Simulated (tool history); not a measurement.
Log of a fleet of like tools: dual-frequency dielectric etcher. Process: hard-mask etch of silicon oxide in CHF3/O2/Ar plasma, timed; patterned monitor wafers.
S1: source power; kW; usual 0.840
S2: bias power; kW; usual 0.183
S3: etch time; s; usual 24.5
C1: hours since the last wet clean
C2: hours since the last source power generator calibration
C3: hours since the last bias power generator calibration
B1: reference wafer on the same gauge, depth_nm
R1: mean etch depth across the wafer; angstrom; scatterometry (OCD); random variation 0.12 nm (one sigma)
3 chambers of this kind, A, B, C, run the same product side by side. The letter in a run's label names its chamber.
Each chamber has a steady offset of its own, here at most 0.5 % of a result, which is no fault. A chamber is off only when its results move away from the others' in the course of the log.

run  hour     S1     S2    S3     C1      C2      C3      B1      R1
 1B   4.2  0.840  0.183  24.5  136.4  1459.9  1875.7  58.394  555.97
 2A   6.4  0.840  0.183  24.5  268.1  1279.8  1082.5  58.380  554.01
 3C  10.5  0.840  0.183  24.5  374.4  2089.2  1068.0  58.371  557.56
 4B  12.7  0.840  0.183  24.5  144.9  1468.4  1884.2  58.426  554.48
     13.7  -- chamber C: wet clean of the chamber
 5C  16.2  0.840  0.183  24.5    2.5  2094.9  1073.7  58.383  557.67
 6A  18.7  0.840  0.183  24.5  280.4  1292.1  1094.8  58.397  554.81
 7A  22.9  0.840  0.183  24.5  284.6  1296.3  1099.0  58.402  555.12
 8C  26.4  0.840  0.183  24.5   12.7  2105.1  1083.9  58.397  557.34
 9B  28.4  0.840  0.183  24.5  160.6  1484.1  1899.9  58.364  554.20
10B  31.6  0.840  0.183  24.5  163.8  1487.3  1903.1  58.393  553.06
11C  35.7  0.840  0.183  24.5   22.0  2114.4  1093.2  58.394  554.33
12A  39.7  0.840  0.183  24.5  301.4  1313.1  1115.8  58.414  552.98
13A  44.3  0.980  0.140  24.5  306.0  1317.7  1120.4  58.401  538.50
14C  47.4  0.980  0.140  24.5   33.7  2126.1  1104.9  58.401  544.14
15B  50.7  0.980  0.140  24.5  182.9  1506.4  1922.2  58.364  542.43
16A  53.0  0.840  0.183  24.5  314.7  1326.4  1129.1  58.379  550.73
17B  57.1  0.840  0.141  28.0  189.3  1512.8  1928.6  58.402  583.18
     59.9  -- chamber C: source power generator calibrated
18C  60.6  0.840  0.141  28.0   46.9     0.8  1118.1  58.410  582.35
19C  63.4  0.840  0.141  28.0   49.7     3.6  1120.9  58.405  584.87
20A  66.6  0.840  0.183  24.5  328.3  1340.0  1142.7  58.429  547.52
21B  69.9  0.840  0.183  24.5  202.1  1525.6  1941.4  58.417  553.28
22B  72.2  0.840  0.183  24.5  204.4  1527.9  1943.7  58.395  554.76
23A  76.7  0.840  0.183  24.5  338.4  1350.1  1152.8  58.401  542.61
24C  80.2  0.840  0.202  24.5   66.5    20.4  1137.7  58.436  574.13
25B  84.4  0.840  0.202  24.5  216.6  1540.1  1955.9  58.414  571.63

Is one chamber off against the others, does the gauge drift, or is nothing wrong? If a chamber is off, say which, and what the likeliest cause is.

Chamber A drifts away from the others.
Cause: etch rate under this chamber's usual, % = 2.77.

Here are 4 candidates for chamber A's next run, each the usual settings with a change, their results left as question marks. Which one brings its results back in line with what the others give on the usual settings?
In line means no further than this from the other chambers' mean on the usual settings: R1 4.40 angstrom
26A-1  87.7  0.920  0.198  24.5                   ?
26A-2  87.7  0.840  0.183  23.0                   ?
26A-3  87.7  0.850  0.184  25.0                   ?
26A-4  87.7  0.840  0.167  24.5                   ?

The other chambers' mean on the usual settings: R1 555.97 angstrom
  run      R1
26A-1  573.82
26A-2  506.58
26A-3  554.17
26A-4  523.73
26A-3 brings the chamber back in line.

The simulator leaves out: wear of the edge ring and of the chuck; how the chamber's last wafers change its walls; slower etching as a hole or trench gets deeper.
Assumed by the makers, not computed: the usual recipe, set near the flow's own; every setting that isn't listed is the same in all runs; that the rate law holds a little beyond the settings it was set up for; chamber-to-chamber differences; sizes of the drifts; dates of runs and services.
